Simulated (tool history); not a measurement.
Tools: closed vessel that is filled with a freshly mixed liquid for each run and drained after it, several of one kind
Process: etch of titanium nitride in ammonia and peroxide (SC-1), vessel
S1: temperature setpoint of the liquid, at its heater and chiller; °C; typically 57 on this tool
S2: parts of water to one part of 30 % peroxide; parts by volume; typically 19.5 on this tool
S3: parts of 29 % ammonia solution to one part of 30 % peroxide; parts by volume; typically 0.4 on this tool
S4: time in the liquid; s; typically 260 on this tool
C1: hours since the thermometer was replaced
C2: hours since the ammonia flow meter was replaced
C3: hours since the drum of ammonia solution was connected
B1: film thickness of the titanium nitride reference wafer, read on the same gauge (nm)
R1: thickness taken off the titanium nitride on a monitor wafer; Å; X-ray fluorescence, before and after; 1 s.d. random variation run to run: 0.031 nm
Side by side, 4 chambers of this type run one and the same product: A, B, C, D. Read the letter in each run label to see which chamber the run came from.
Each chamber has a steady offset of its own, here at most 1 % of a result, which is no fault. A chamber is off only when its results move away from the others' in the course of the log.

run,hour,S1,S2,S3,S4,C1,C2,C3,B1,R1
1B,5.4,57,19.5,0.4,260,1189.9,451.4,500.1,40.004,95.353
# hour 12.7: chamber C: new drum of ammonia solution connected
2D,16.1,57,19.5,0.4,260,141.6,97.9,134.1,39.975,94.747
3C,25.7,57,19.5,0.4,260,108.2,2076.1,13,39.98,94.164
4A,32,57,19.5,0.4,260,520.7,714.5,571.7,40.005,94.31
5B,43.2,57,19.5,0.4,260,1227.7,489.2,537.9,39.971,94.935
6C,53.2,57,19.5,0.4,260,135.7,2103.6,40.5,40.001,94.747
7D,61.5,57,19.5,0.4,260,187,143.3,179.5,40.006,94.969
8A,71.6,57,19.5,0.4,260,560.3,754.1,611.3,39.993,94.431
9A,77.2,57,19.5,0.4,260,565.9,759.7,616.9,40.01,94.268
# hour 79.5: chamber B: ammonia flow meter replaced
10D,88.2,57,19.5,0.4,260,213.7,170,206.2,40.012,94.925
11B,93.1,57,19.5,0.4,260,1277.6,13.7,587.8,40.002,96.477
# hour 99.8: chamber A: ammonia flow meter replaced
12C,102.4,57,19.5,0.4,260,184.9,2152.8,89.7,40.004,94.37
13C,113.2,57,19.5,0.4,260,195.7,2163.6,100.5,39.975,94.746
14B,120.4,57,19.5,0.4,260,1304.9,41,615.1,39.991,97.039
# hour 128.1: chamber C: ammonia flow meter replaced
15D,131.3,50,19.5,0.4,175,256.8,213.1,249.3,40.01,39.758
16A,141.4,50,19.5,0.4,175,630.1,41.7,681.1,39.992,38.844
17A,150.1,50,19.5,0.4,175,638.8,50.4,689.8,39.996,38.942
18B,157.8,50,19.5,0.4,175,1342.3,78.4,652.5,40.007,40.662
# hour 160.1: chamber A: thermometer replaced
19C,166.9,57,19.5,0.4,260,249.4,38.8,154.2,40.013,95.135
20D,174.6,57,19.5,0.4,260,300.1,256.4,292.6,39.99,94.638
21C,184.5,57,19.5,0.55,345,267,56.4,171.8,39.985,133.14
22A,189.7,57,19.5,0.55,345,29.6,90,729.4,40.038,132.21
23D,199.7,57,19.5,0.55,345,325.2,281.5,317.7,39.998,133.63
24B,206.4,57,19.5,0.55,345,1390.9,127,701.1,40.02,137.49
25A,213,57,19.5,0.4,260,52.9,113.3,752.7,39.985,94.539
26D,220.7,57,19.5,0.4,215,346.2,302.5,338.7,40.013,78.016
27B,228.8,57,19.5,0.4,215,1413.3,149.4,723.5,39.997,81.089
28C,234.4,57,19.5,0.4,215,316.9,106.3,221.7,39.989,78.185

The same settings go to every chamber for the next run, one line per chamber below. Forecast the results for each:
29A,242.4,57,19.5,0.4,260,,,,,?
29B,242.4,57,19.5,0.4,260,,,,,?
29C,242.4,57,19.5,0.4,260,,,,,?
29D,242.4,57,19.5,0.4,260,,,,,?

run,R1
29A,93.928
29B,97.899
29C,94.672
29D,95.142
